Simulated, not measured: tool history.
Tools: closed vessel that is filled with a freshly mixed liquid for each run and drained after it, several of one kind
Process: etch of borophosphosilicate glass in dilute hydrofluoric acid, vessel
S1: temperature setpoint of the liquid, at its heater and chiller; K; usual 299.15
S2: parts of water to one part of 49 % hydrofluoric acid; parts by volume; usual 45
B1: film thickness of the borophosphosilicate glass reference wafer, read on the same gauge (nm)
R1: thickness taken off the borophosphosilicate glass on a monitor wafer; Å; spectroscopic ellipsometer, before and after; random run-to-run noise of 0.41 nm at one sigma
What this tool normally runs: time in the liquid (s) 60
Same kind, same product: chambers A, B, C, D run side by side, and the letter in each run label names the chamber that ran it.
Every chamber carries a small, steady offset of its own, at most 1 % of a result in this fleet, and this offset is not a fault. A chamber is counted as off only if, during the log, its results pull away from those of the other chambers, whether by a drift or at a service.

{"run": "1B", "hour": 4.7, "S1": 299.15, "S2": 45, "time in the liquid (s)": 60, "B1": 109.99, "R1": 537.24}
{"run": "2A", "hour": 8.2, "S1": 299.15, "S2": 45, "time in the liquid (s)": 60, "B1": 109.99, "R1": 543.96}
{"run": "3C", "hour": 10.7, "S1": 299.15, "S2": 45, "time in the liquid (s)": 60, "B1": 110.05, "R1": 538.88}
{"run": "4D", "hour": 15.6, "S1": 299.15, "S2": 45, "time in the liquid (s)": 60, "B1": 109.99, "R1": 537.69}
{"run": "5A", "hour": 18.9, "S1": 299.15, "S2": 45, "time in the liquid (s)": 75, "B1": 109.99, "R1": 683.44}
{"run": "6B", "hour": 22.2, "S1": 299.15, "S2": 45, "time in the liquid (s)": 75, "B1": 109.97, "R1": 671.32}
{"run": "7C", "hour": 27.0, "S1": 299.15, "S2": 45, "time in the liquid (s)": 75, "B1": 110.01, "R1": 665.3}
{"run": "8D", "hour": 30.4, "S1": 299.15, "S2": 45, "time in the liquid (s)": 75, "B1": 110.0, "R1": 673.27}
{"run": "9C", "hour": 34.2, "S1": 299.15, "S2": 45, "time in the liquid (s)": 60, "B1": 110.01, "R1": 542.64}
{"run": "10A", "hour": 38.4, "S1": 299.15, "S2": 45, "time in the liquid (s)": 60, "B1": 110.01, "R1": 549.88}
{"run": "11D", "hour": 43.4, "S1": 299.15, "S2": 45, "time in the liquid (s)": 60, "B1": 110.03, "R1": 541.12}
{"run": "12B", "hour": 46.3, "S1": 299.15, "S2": 45, "time in the liquid (s)": 60, "B1": 109.99, "R1": 534.67}
{"run": "13C", "hour": 48.5, "S1": 299.15, "S2": 45, "time in the liquid (s)": 60, "B1": 110.05, "R1": 537.95}
{"run": "14D", "hour": 52.1, "S1": 299.15, "S2": 45, "time in the liquid (s)": 60, "B1": 109.99, "R1": 536.32}
{"run": "15B", "hour": 55.5, "S1": 299.15, "S2": 45, "time in the liquid (s)": 60, "B1": 109.99, "R1": 529.32}
{"run": "16A", "hour": 58.4, "S1": 299.15, "S2": 45, "time in the liquid (s)": 60, "B1": 109.99, "R1": 546.04}
{"run": "17D", "hour": 62.8, "S1": 299.15, "S2": 45, "time in the liquid (s)": 60, "B1": 110.0, "R1": 536.41}
{"run": "18C", "hour": 65.1, "S1": 299.15, "S2": 45, "time in the liquid (s)": 60, "B1": 109.98, "R1": 537.01}
{"run": "19B", "hour": 67.5, "S1": 299.15, "S2": 45, "time in the liquid (s)": 60, "B1": 110.0, "R1": 526.43}
{"run": "20A", "hour": 69.7, "S1": 299.15, "S2": 45, "time in the liquid (s)": 60, "B1": 110.0, "R1": 547.93}
{"run": "21D", "hour": 72.9, "S1": 299.15, "S2": 45, "time in the liquid (s)": 60, "B1": 110.0, "R1": 532.22}
{"run": "22C", "hour": 76.7, "S1": 303.15, "S2": 45, "time in the liquid (s)": 60, "B1": 110.01, "R1": 637.13}
{"run": "23A", "hour": 81.5, "S1": 303.15, "S2": 45, "time in the liquid (s)": 60, "B1": 109.98, "R1": 636.21}
{"run": "24B", "hour": 85.7, "S1": 303.15, "S2": 45, "time in the liquid (s)": 60, "B1": 109.96, "R1": 606.69}
{"run": "25C", "hour": 90.5, "S1": 303.15, "S2": 45, "time in the liquid (s)": 60, "B1": 110.0, "R1": 637.17}
{"run": "26D", "hour": 94.7, "S1": 299.15, "S2": 45, "time in the liquid (s)": 60, "B1": 109.99, "R1": 537.74}
{"run": "27A", "hour": 98.5, "S1": 299.15, "S2": 45, "time in the liquid (s)": 60, "B1": 110.02, "R1": 547.34}
{"run": "28B", "hour": 101.8, "S1": 299.15, "S2": 30, "time in the liquid (s)": 40, "B1": 110.04, "R1": 514.65}
{"run": "29D", "hour": 105.9, "S1": 299.15, "S2": 30, "time in the liquid (s)": 40, "B1": 109.99, "R1": 553.16}
{"run": "30A", "hour": 108.3, "S1": 299.15, "S2": 30, "time in the liquid (s)": 40, "B1": 110.02, "R1": 552.82}
{"run": "31C", "hour": 111.5, "S1": 299.15, "S2": 30, "time in the liquid (s)": 40, "B1": 110.01, "R1": 553.43}
{"run": "32B", "hour": 114.2, "S1": 299.15, "S2": 45, "time in the liquid (s)": 60, "B1": 109.98, "R1": 505.76}
{"run": "33A", "hour": 118.5, "S1": 295.15, "S2": 25, "time in the liquid (s)": 60, "B1": 109.97, "R1": 854.3}
{"run": "34D", "hour": 122.3, "S1": 295.15, "S2": 25, "time in the liquid (s)": 60, "B1": 110.0, "R1": 852.79}
{"run": "35C", "hour": 125.3, "S1": 295.15, "S2": 25, "time in the liquid (s)": 60, "B1": 109.97, "R1": 847.84}
{"run": "36B", "hour": 130.1, "S1": 295.15, "S2": 25, "time in the liquid (s)": 60, "B1": 109.97, "R1": 792.07}

Next, every chamber runs the same settings. What will each give?
{"run": "37A", "hour": 133.7, "S1": 294.65, "S2": 45, "time in the liquid (s)": 60, "R1": "?"}
{"run": "37B", "hour": 133.7, "S1": 294.65, "S2": 45, "time in the liquid (s)": 60, "R1": "?"}
{"run": "37C", "hour": 133.7, "S1": 294.65, "S2": 45, "time in the liquid (s)": 60, "R1": "?"}
{"run": "37D", "hour": 133.7, "S1": 294.65, "S2": 45, "time in the liquid (s)": 60, "R1": "?"}

run=37A R1=456.77
run=37B R1=410.08
run=37C R1=444.54
run=37D R1=450.82

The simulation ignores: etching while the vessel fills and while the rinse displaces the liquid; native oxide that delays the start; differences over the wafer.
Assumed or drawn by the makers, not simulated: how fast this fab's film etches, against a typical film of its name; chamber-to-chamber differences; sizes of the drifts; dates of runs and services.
